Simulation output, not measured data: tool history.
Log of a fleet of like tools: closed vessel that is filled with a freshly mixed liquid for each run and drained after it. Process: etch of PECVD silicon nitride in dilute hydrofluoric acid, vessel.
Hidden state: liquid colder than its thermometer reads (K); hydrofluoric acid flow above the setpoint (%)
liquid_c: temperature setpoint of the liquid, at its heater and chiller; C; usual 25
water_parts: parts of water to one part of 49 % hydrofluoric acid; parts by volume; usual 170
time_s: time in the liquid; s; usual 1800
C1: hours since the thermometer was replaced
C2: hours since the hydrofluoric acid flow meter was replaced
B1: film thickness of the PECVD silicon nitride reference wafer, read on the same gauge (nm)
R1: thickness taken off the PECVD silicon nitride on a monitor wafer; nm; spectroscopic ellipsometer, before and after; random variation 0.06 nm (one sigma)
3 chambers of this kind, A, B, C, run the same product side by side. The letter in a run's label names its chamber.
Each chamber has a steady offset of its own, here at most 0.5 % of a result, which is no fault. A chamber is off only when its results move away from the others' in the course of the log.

run 1C hour=8.5 | liquid_c=25 water_parts=170 time_s=1800 | C1=286.8 C2=627.3 | B1=150.01 | R1=19.279
run 2B hour=18.4 | liquid_c=25 water_parts=170 time_s=1800 | C1=771.7 C2=212.2 | B1=150.01 | R1=19.338
run 3A hour=27.6 | liquid_c=25 water_parts=170 time_s=1800 | C1=2194.1 C2=874.8 | B1=149.99 | R1=19.343
run 4B hour=34.4 | liquid_c=25 water_parts=170 time_s=1800 | C1=787.7 C2=228.2 | B1=149.98 | R1=19.315
run 5C hour=39.8 | liquid_c=25 water_parts=235 time_s=1800 | C1=318.1 C2=658.6 | B1=149.98 | R1=14.03
run 6A hour=48.8 | liquid_c=25 water_parts=235 time_s=1800 | C1=2215.3 C2=896 | B1=150.03 | R1=13.926
run 7C hour=54.8 | liquid_c=25 water_parts=235 time_s=1800 | C1=333.1 C2=673.6 | B1=150.01 | R1=13.961
run 8A hour=61.1 | liquid_c=25 water_parts=170 time_s=1800 | C1=2227.6 C2=908.3 | B1=150 | R1=19.367
run 9B hour=66.9 | liquid_c=22 water_parts=170 time_s=1800 | C1=820.2 C2=260.7 | B1=149.99 | R1=16.12
run 10C hour=71.4 | liquid_c=22 water_parts=170 time_s=1800 | C1=349.7 C2=690.2 | B1=150.03 | R1=15.97
run 11B hour=81 | liquid_c=22 water_parts=170 time_s=1800 | C1=834.3 C2=274.8 | B1=150 | R1=16.013
run 12A hour=87.7 | liquid_c=25 water_parts=170 time_s=1800 | C1=2254.2 C2=934.9 | B1=150.01 | R1=19.352
run 13A hour=97.7 | liquid_c=25 water_parts=170 time_s=1800 | C1=2264.2 C2=944.9 | B1=149.99 | R1=19.397
run 14C hour=108 | liquid_c=25 water_parts=170 time_s=1800 | C1=386.3 C2=726.8 | B1=149.99 | R1=19.306
run 15B hour=118.1 | liquid_c=25 water_parts=170 time_s=1800 | C1=871.4 C2=311.9 | B1=149.94 | R1=19.362
run 16C hour=126.8 | liquid_c=29 water_parts=170 time_s=770 | C1=405.1 C2=745.6 | B1=150.01 | R1=10.537
run 17B hour=132.1 | liquid_c=29 water_parts=170 time_s=770 | C1=885.4 C2=325.9 | B1=150.02 | R1=10.627
run 18A hour=138.7 | liquid_c=29 water_parts=170 time_s=770 | C1=2305.2 C2=985.9 | B1=150.02 | R1=10.565
run 19B hour=146.5 | liquid_c=25 water_parts=170 time_s=1800 | C1=899.8 C2=340.3 | B1=149.99 | R1=19.438
run 20C hour=151.5 | liquid_c=25 water_parts=170 time_s=1800 | C1=429.8 C2=770.3 | B1=149.99 | R1=19.495
run 21A hour=157.8 | liquid_c=25 water_parts=170 time_s=1800 | C1=2324.3 C2=1005 | B1=150 | R1=19.476
run 22B hour=167.7 | liquid_c=25 water_parts=170 time_s=1800 | C1=921 C2=361.5 | B1=150.04 | R1=19.494
run 23A hour=172.3 | liquid_c=25 water_parts=170 time_s=2820 | C1=2338.8 C2=1019.5 | B1=150.03 | R1=30.169
run 24C hour=179.3 | liquid_c=25 water_parts=170 time_s=2820 | C1=457.6 C2=798.1 | B1=149.99 | R1=30.555
run 25C hour=186.2 | liquid_c=25 water_parts=170 time_s=2820 | C1=464.5 C2=805 | B1=149.99 | R1=30.605
run 26B hour=190.9 | liquid_c=23.5 water_parts=170 time_s=1800 | C1=944.2 C2=384.7 | B1=149.97 | R1=17.565
run 27A hour=199.8 | liquid_c=23.5 water_parts=170 time_s=1800 | C1=2366.3 C2=1047 | B1=150.03 | R1=17.642
-- hour=207.6 chamber A: thermometer replaced
run 28A hour=207.7 | liquid_c=23.5 water_parts=170 time_s=1800 | C1=0.1 C2=1054.9 | B1=150.03 | R1=17.688
run 29B hour=213.8 | liquid_c=25 water_parts=170 time_s=1800 | C1=967.1 C2=407.6 | B1=149.99 | R1=19.313
run 30C hour=220.9 | liquid_c=25 water_parts=170 time_s=1800 | C1=499.2 C2=839.7 | B1=149.99 | R1=19.52
run 31B hour=225.3 | liquid_c=25 water_parts=170 time_s=1800 | C1=978.6 C2=419.1 | B1=149.98 | R1=19.382
run 32A hour=235.1 | liquid_c=25 water_parts=170 time_s=1800 | C1=27.5 C2=1082.3 | B1=149.97 | R1=19.42
run 33C hour=241.3 | liquid_c=25 water_parts=170 time_s=1800 | C1=519.6 C2=860.1 | B1=150.03 | R1=19.754
run 34A hour=249.8 | liquid_c=25 water_parts=170 time_s=1800 | C1=42.2 C2=1097 | B1=149.99 | R1=19.276
run 35C hour=259.3 | liquid_c=25 water_parts=170 time_s=1800 | C1=537.6 C2=878.1 | B1=149.99 | R1=19.708
run 36B hour=268.2 | liquid_c=25 water_parts=170 time_s=1800 | C1=1021.5 C2=462 | B1=149.97 | R1=19.404
run 37A hour=273.5 | liquid_c=25 water_parts=170 time_s=1800 | C1=65.9 C2=1120.7 | B1=150 | R1=19.441
run 38C hour=283 | liquid_c=25 water_parts=170 time_s=1800 | C1=561.3 C2=901.8 | B1=149.95 | R1=19.891
run 39B hour=292.4 | liquid_c=25 water_parts=170 time_s=1800 | C1=1045.7 C2=486.2 | B1=149.99 | R1=19.296
run 40C hour=302.6 | liquid_c=25 water_parts=170 time_s=1800 | C1=580.9 C2=921.4 | B1=150.04 | R1=19.844
run 41A hour=311.3 | liquid_c=25 water_parts=170 time_s=1800 | C1=103.7 C2=1158.5 | B1=149.99 | R1=19.283
run 42B hour=317 | liquid_c=25 water_parts=170 time_s=1800 | C1=1070.3 C2=510.8 | B1=149.99 | R1=19.413
run 43B hour=327 | liquid_c=25 water_parts=170 time_s=1800 | C1=1080.3 C2=520.8 | B1=150.02 | R1=19.314

What goes on in this fleet: one chamber off, a drifting gauge, or nothing beyond the chambers' own small offsets? Name the chamber and the cause, if any.

Chamber C drifts away from the others.
Cause: hydrofluoric acid flow above the setpoint (%) = 3.31.
The log may not tell that from: liquid hotter than its thermometer reads (K).

Here are 4 candidates for chamber C's next run, each the usual settings with a change, their results left as question marks. Which one brings its results back in line with what the others give on the usual settings?
In line means no further than this from the other chambers' mean on the usual settings: R1 0.21 nm
run 44C-1 hour=334.3 | liquid_c=25 water_parts=165 time_s=1800 | R1=?
run 44C-2 hour=334.3 | liquid_c=25 water_parts=160 time_s=1800 | R1=?
run 44C-3 hour=334.3 | liquid_c=25 water_parts=170 time_s=1750 | R1=?
run 44C-4 hour=334.3 | liquid_c=24.5 water_parts=175 time_s=1800 | R1=?

The other chambers' mean on the usual settings: R1 19.376 nm
run=44C-1 R1=20.562
run=44C-2 R1=21.199
run=44C-3 R1=19.407
run=44C-4 R1=18.788
44C-3 brings the chamber back in line.
